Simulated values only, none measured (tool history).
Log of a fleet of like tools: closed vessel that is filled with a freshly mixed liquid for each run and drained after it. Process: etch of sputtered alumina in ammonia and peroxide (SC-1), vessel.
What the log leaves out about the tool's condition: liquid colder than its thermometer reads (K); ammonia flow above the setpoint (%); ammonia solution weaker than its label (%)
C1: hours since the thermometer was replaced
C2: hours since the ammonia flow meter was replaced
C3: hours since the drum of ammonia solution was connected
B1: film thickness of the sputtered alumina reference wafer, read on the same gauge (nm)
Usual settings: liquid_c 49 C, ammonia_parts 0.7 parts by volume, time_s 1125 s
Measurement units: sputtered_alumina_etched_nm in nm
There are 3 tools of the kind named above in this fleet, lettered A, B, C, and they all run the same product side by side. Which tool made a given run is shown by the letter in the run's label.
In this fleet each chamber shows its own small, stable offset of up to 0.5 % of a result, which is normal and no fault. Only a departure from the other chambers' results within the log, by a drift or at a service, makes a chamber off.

Run 1C, day 0.4: usual settings; C1 1509.5; C2 592.6; C3 234.9; B1 139.99. Result: sputtered_alumina_etched_nm 38.438 nm.
Run 2B, day 0.771: usual settings; C1 291.2; C2 1349.6; C3 318.7; B1 140.04. Result: sputtered_alumina_etched_nm 38.323 nm.
Run 3A, day 1.075: usual settings; C1 2038.8; C2 105.2; C3 341.9; B1 140.02. Result: sputtered_alumina_etched_nm 38.056 nm.
Run 4C, day 1.371: usual settings; C1 1532.8; C2 615.9; C3 258.2; B1 139.99. Result: sputtered_alumina_etched_nm 38.184 nm.
Run 5A, day 1.9: usual settings but liquid_c 40 C, ammonia_parts 1 parts by volume; C1 2058.6; C2 125; C3 361.7; B1 139.98. Result: sputtered_alumina_etched_nm 23.338 nm.
At day 2.388: chamber A: new drum of ammonia solution connected.
Run 6B, day 2.533: usual settings but liquid_c 40 C, ammonia_parts 1 parts by volume; C1 333.5; C2 1391.9; C3 361; B1 139.99. Result: sputtered_alumina_etched_nm 23.709 nm.
Run 7B, day 2.875: usual settings but liquid_c 40 C, ammonia_parts 1 parts by volume; C1 341.7; C2 1400.1; C3 369.2; B1 140.01. Result: sputtered_alumina_etched_nm 23.7 nm.
Run 8A, day 3.492: usual settings; C1 2096.8; C2 163.2; C3 26.6; B1 140.03. Result: sputtered_alumina_etched_nm 38.529 nm.
Run 9C, day 3.992: usual settings; C1 1595.7; C2 678.8; C3 321.1; B1 140. Result: sputtered_alumina_etched_nm 38.292 nm.
At day 4.458: chamber C: thermometer replaced.
Run 10C, day 4.512: usual settings; C1 1.3; C2 691.3; C3 333.6; B1 139.99. Result: sputtered_alumina_etched_nm 38.317 nm.
Run 11B, day 5.108: usual settings; C1 395.3; C2 1453.7; C3 422.8; B1 139.98. Result: sputtered_alumina_etched_nm 38.547 nm.
Run 12A, day 5.742: usual settings but liquid_c 54.5 C, ammonia_parts 0.6 parts by volume; C1 2150.8; C2 217.2; C3 80.6; B1 140.02. Result: sputtered_alumina_etched_nm 50.749 nm.
Run 13C, day 6.196: usual settings but liquid_c 54.5 C, ammonia_parts 0.6 parts by volume; C1 41.7; C2 731.7; C3 374; B1 140.03. Result: sputtered_alumina_etched_nm 50.64 nm.
Run 14A, day 6.646: usual settings but liquid_c 54.5 C, ammonia_parts 0.6 parts by volume; C1 2172.5; C2 238.9; C3 102.3; B1 139.97. Result: sputtered_alumina_etched_nm 51.49 nm.
Run 15B, day 7.125: usual settings; C1 443.7; C2 1502.1; C3 471.2; B1 139.99. Result: sputtered_alumina_etched_nm 37.975 nm.
Run 16B, day 7.712: usual settings; C1 457.8; C2 1516.2; C3 485.3; B1 139.98. Result: sputtered_alumina_etched_nm 38.281 nm.
Run 17A, day 8.121: usual settings; C1 2207.9; C2 274.3; C3 137.7; B1 139.98. Result: sputtered_alumina_etched_nm 38.146 nm.
Run 18C, day 8.712: usual settings; C1 102.1; C2 792.1; C3 434.4; B1 139.98. Result: sputtered_alumina_etched_nm 38.376 nm.
Run 19A, day 9.125: usual settings; C1 2232; C2 298.4; C3 161.8; B1 140.01. Result: sputtered_alumina_etched_nm 38.415 nm.
Run 20C, day 9.754: usual settings but liquid_c 56.5 C, time_s 515 s; C1 127.1; C2 817.1; C3 459.4; B1 140.02. Result: sputtered_alumina_etched_nm 25.916 nm.
Run 21B, day 10.262: usual settings but liquid_c 56.5 C, time_s 515 s; C1 519; C2 1577.4; C3 546.5; B1 139.96. Result: sputtered_alumina_etched_nm 25.787 nm.
Run 22C, day 10.829: usual settings but liquid_c 56.5 C, time_s 515 s; C1 152.9; C2 842.9; C3 485.2; B1 139.99. Result: sputtered_alumina_etched_nm 26.034 nm.
Run 23B, day 11.383: usual settings but ammonia_parts 0.35 parts by volume; C1 545.9; C2 1604.3; C3 573.4; B1 139.97. Result: sputtered_alumina_etched_nm 35.07 nm.
Run 24A, day 11.779: usual settings but ammonia_parts 0.35 parts by volume; C1 2295.7; C2 362.1; C3 225.5; B1 140. Result: sputtered_alumina_etched_nm 36.04 nm.
Run 25C, day 12.379: usual settings but ammonia_parts 0.35 parts by volume; C1 190.1; C2 880.1; C3 522.4; B1 140. Result: sputtered_alumina_etched_nm 35.913 nm.
Run 26B, day 12.725: usual settings; C1 578.1; C2 1636.5; C3 605.6; B1 140.03. Result: sputtered_alumina_etched_nm 37.317 nm.
At day 12.938: chamber C: new drum of ammonia solution connected.
Run 27A, day 13.267: usual settings; C1 2331.4; C2 397.8; C3 261.2; B1 139.99. Result: sputtered_alumina_etched_nm 38.235 nm.
Run 28A, day 13.567: usual settings but ammonia_parts 0.5 parts by volume, time_s 1360 s; C1 2338.6; C2 405; C3 268.4; B1 139.99. Result: sputtered_alumina_etched_nm 44.784 nm.
Run 29B, day 13.904: usual settings but ammonia_parts 0.5 parts by volume, time_s 1360 s; C1 606.4; C2 1664.8; C3 633.9; B1 140.03. Result: sputtered_alumina_etched_nm 43.88 nm.
Run 30C, day 14.292: usual settings but ammonia_parts 0.5 parts by volume, time_s 1360 s; C1 236; C2 926; C3 32.6; B1 140. Result: sputtered_alumina_etched_nm 45.13 nm.
Run 31B, day 14.796: usual settings; C1 627.8; C2 1686.2; C3 655.3; B1 140.01. Result: sputtered_alumina_etched_nm 37.42 nm.
Run 32C, day 15.2: usual settings but liquid_c 42 C, ammonia_parts 0.45 parts by volume; C1 257.8; C2 947.8; C3 54.4; B1 139.94. Result: sputtered_alumina_etched_nm 24.768 nm.
At day 15.475: chamber A: ammonia flow meter replaced.
Run 33A, day 15.512: usual settings but liquid_c 42 C, ammonia_parts 0.45 parts by volume; C1 2385.3; C2 1; C3 315.1; B1 140. Result: sputtered_alumina_etched_nm 24.51 nm.
Run 34B, day 15.825: usual settings but liquid_c 42 C, ammonia_parts 0.45 parts by volume; C1 652.5; C2 1710.9; C3 680; B1 140.01. Result: sputtered_alumina_etched_nm 23.807 nm.
Run 35C, day 16.121: usual settings but ammonia_parts 0.85 parts by volume; C1 279.9; C2 969.9; C3 76.5; B1 139.99. Result: sputtered_alumina_etched_nm 39.139 nm.
Run 36A, day 16.408: usual settings but ammonia_parts 0.85 parts by volume; C1 2406.8; C2 22.5; C3 336.6; B1 140.04. Result: sputtered_alumina_etched_nm 38.97 nm.
Run 37C, day 16.729: usual settings but ammonia_parts 0.85 parts by volume; C1 294.5; C2 984.5; C3 91.1; B1 139.97. Result: sputtered_alumina_etched_nm 39.095 nm.
At day 17.012: chamber A: new drum of ammonia solution connected.
Run 38B, day 17.325: usual settings; C1 688.5; C2 1746.9; C3 716; B1 140.01. Result: sputtered_alumina_etched_nm 36.771 nm.
Run 39A, day 17.879: usual settings; C1 2442.1; C2 57.8; C3 20.9; B1 140. Result: sputtered_alumina_etched_nm 38.065 nm.
Run 40A, day 18.458: usual settings; C1 2456; C2 71.7; C3 34.8; B1 139.94. Result: sputtered_alumina_etched_nm 38.374 nm.
Run 41C, day 18.833: usual settings but ammonia_parts 0.95 parts by volume; C1 345; C2 1035; C3 141.6; B1 140.01. Result: sputtered_alumina_etched_nm 39.548 nm.
Run 42B, day 19.254: usual settings but ammonia_parts 0.95 parts by volume; C1 734.8; C2 1793.2; C3 762.3; B1 140. Result: sputtered_alumina_etched_nm 37.731 nm.
Run 43C, day 19.85: usual settings but ammonia_parts 0.95 parts by volume; C1 369.4; C2 1059.4; C3 166; B1 140.01. Result: sputtered_alumina_etched_nm 39.383 nm.
Run 44A, day 20.204: usual settings; C1 2497.9; C2 113.6; C3 76.7; B1 139.99. Result: sputtered_alumina_etched_nm 37.983 nm.

One chamber off, gauge drift, or nothing amiss beyond the chambers' own small offsets? If it is a chamber, which one, and what is the likeliest cause?

Little by little, chamber B moves away from the other chambers.
What lies behind it: liquid colder than its thermometer reads (K) = 0.986.

Below are 4 candidate recipes for chamber B's next run, each the usual settings with a change, their results shown as question marks. Which of them brings B's results back in line with what the other chambers give on the usual settings?
To be in line, a result may differ from the other chambers' mean on the usual settings by at most: sputtered_alumina_etched_nm 0.61 nm
Run 45B-1, day 20.667: usual settings but time_s 1145 s. Result: sputtered_alumina_etched_nm ?.
Run 45B-2, day 20.667: usual settings but time_s 1105 s. Result: sputtered_alumina_etched_nm ?.
Run 45B-3, day 20.667: usual settings but time_s 1070 s. Result: sputtered_alumina_etched_nm ?.
Run 45B-4, day 20.667: usual settings but liquid_c 49.5 C, time_s 1155 s. Result: sputtered_alumina_etched_nm ?.

Average result of the remaining chambers running the usual settings: sputtered_alumina_etched_nm 38.245 nm
  run  sputtered_alumina_etched_nm
45B-1                       37.011
45B-2                       35.718
45B-3                       34.587
45B-4                       38.388
45B-4 puts the chamber back in line with the other chambers.

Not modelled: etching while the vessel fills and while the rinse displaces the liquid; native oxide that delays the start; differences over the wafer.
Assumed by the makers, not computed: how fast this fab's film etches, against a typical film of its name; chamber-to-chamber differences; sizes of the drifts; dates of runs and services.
